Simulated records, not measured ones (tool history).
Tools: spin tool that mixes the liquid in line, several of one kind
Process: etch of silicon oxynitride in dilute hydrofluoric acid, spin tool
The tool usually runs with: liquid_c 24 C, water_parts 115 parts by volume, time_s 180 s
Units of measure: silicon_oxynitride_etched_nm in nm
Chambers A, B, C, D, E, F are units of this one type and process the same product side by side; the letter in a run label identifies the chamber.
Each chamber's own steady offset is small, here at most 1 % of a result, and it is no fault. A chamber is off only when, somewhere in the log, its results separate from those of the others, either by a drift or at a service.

run     day  liquid_c  water_parts  time_s  hours since the thermometer was replaced  hours since the hydrofluoric acid flow meter was replaced  read-back film thickness of the silicon oxynitride reference wafer, read on the same gauge (nm)  silicon_oxynitride_etched_nm
 1B   0.350        24          115     180                                     325.4                                                     1525.3                                                                                          100.020                        2.2349
 2A   0.875        24          115     180                                     667.6                                                     1083.5                                                                                          100.020                        2.2435
 3F   1.479        24          115     180                                    2093.6                                                      117.6                                                                                           99.985                        2.2351
 4E   1.788        24          115     180                                    1682.3                                                     1795.6                                                                                           99.991                        2.2392
 5D   2.158        24          115     180                                     164.0                                                      773.2                                                                                           99.951                        2.2295
 6C   2.692        24          115     180                                     517.3                                                       78.3                                                                                          100.030                        2.1912
 7C   3.329        24          115     180                                     532.6                                                       93.6                                                                                           99.985                        2.2217
 8A   3.696        24          115     180                                     735.3                                                     1151.2                                                                                          100.010                        2.2344
 9E   4.004        24          140     180                                    1735.5                                                     1848.8                                                                                           99.970                        1.7880
      4.417  -- chamber E: hydrofluoric acid flow meter replaced
10D   4.517        24          140     180                                     220.6                                                      829.8                                                                                           99.992                        1.7730
      4.629  -- chamber F: thermometer replaced
11B   4.867        24          140     180                                     433.8                                                     1633.7                                                                                          100.000                        1.8203
12F   5.521        24          140     180                                      21.5                                                      214.6                                                                                          100.000                        1.8002
13B   5.829        24          140     180                                     456.9                                                     1656.8                                                                                          100.020                        1.7717
14D   6.271        24          140     180                                     262.7                                                      871.9                                                                                           99.995                        1.7469
15C   6.675        24          115     180                                     612.9                                                      173.9                                                                                          100.000                        2.1769
16E   7.325        24          115     180                                    1815.2                                                       69.8                                                                                           99.986                        2.2194
17A   7.650        24          115     180                                     830.2                                                     1246.1                                                                                           99.977                        2.2162
18F   8.017        24          115     180                                      81.4                                                      274.5                                                                                          100.000                        2.2129
19A   8.404        24          115     180                                     848.3                                                     1264.2                                                                                           99.993                        2.2252
20F   9.038        24          115     180                                     105.9                                                      299.0                                                                                           99.950                        2.2008
21D   9.658        24          115     180                                     344.0                                                      953.2                                                                                           99.983                        2.1710
22E  10.150        24          115     180                                    1883.0                                                      137.6                                                                                           99.987                        2.1842
23C  10.538        24          115     180                                     705.6                                                      266.6                                                                                           99.951                        2.2393
24B  11.162        24          115     180                                     584.9                                                     1784.8                                                                                           99.987                        2.2278
25D  11.592        24          115     180                                     390.4                                                      999.6                                                                                           99.974                        2.1102
26F  12.117        24          115     180                                     179.8                                                      372.9                                                                                          100.020                        2.1979
27C  12.475        24          115     180                                     752.1                                                      313.1                                                                                           99.947                        2.1768
28E  12.996        24          115     180                                    1951.3                                                      205.9                                                                                           99.916                        2.1630
29A  13.562        24          115      90                                     972.1                                                     1388.0                                                                                          100.030                        1.1048
30B  14.042        24          115      90                                     654.0                                                     1853.9                                                                                          100.020                        1.1007
31E  14.662        24          115      90                                    1991.3                                                      245.9                                                                                          100.030                        1.1094
32A  14.954        24          115      90                                    1005.5                                                     1421.4                                                                                          100.020                        1.1179
33F  15.296        24          115      90                                     256.1                                                      449.2                                                                                           99.975                        1.1392
34B  15.638        24          115      90                                     692.3                                                     1892.2                                                                                           99.952                        1.1173
35C  15.992        24          115     180                                     836.5                                                      397.5                                                                                           99.984                        2.2176
36D  16.638        24          155     225                                     511.5                                                     1120.7                                                                                          100.040                        1.8064

Does one chamber stand apart from the rest, does the shared gauge drift, or is all well apart from small per-chamber offsets? Give the chamber and the most likely cause, where there is one.

It is chamber D that slowly wanders off from its peers.
What lies behind it: hydrofluoric acid flow below the setpoint (%) = 8.25.
It could be hard to tell apart here from: liquid colder than its thermometer reads (K).

Below are 4 candidate recipes for chamber D's next run, each the usual settings with a change, their results shown as question marks. Which of them brings D's results back in line with what the other chambers give on the usual settings?
In line means no further than this from the other chambers' mean on the usual settings: silicon_oxynitride_etched_nm 0.0800 nm
37D-1  17.104      24.5          115     180                                                                                                                                                                                                                                   ?
37D-2  17.104      24.0          120     170                                                                                                                                                                                                                                   ?
37D-3  17.104      24.0          110     190                                                                                                                                                                                                                                   ?
37D-4  17.104      24.0          115     175                                                                                                                                                                                                                                   ?

The other chambers' mean on the usual settings: silicon_oxynitride_etched_nm 2.2152 nm
  run  silicon_oxynitride_etched_nm
37D-1                        2.0632
37D-2                        1.8168
37D-3                        2.2320
37D-4                        1.9590
The answer is 37D-3, which returns the chamber to within the allowed miss of the others.
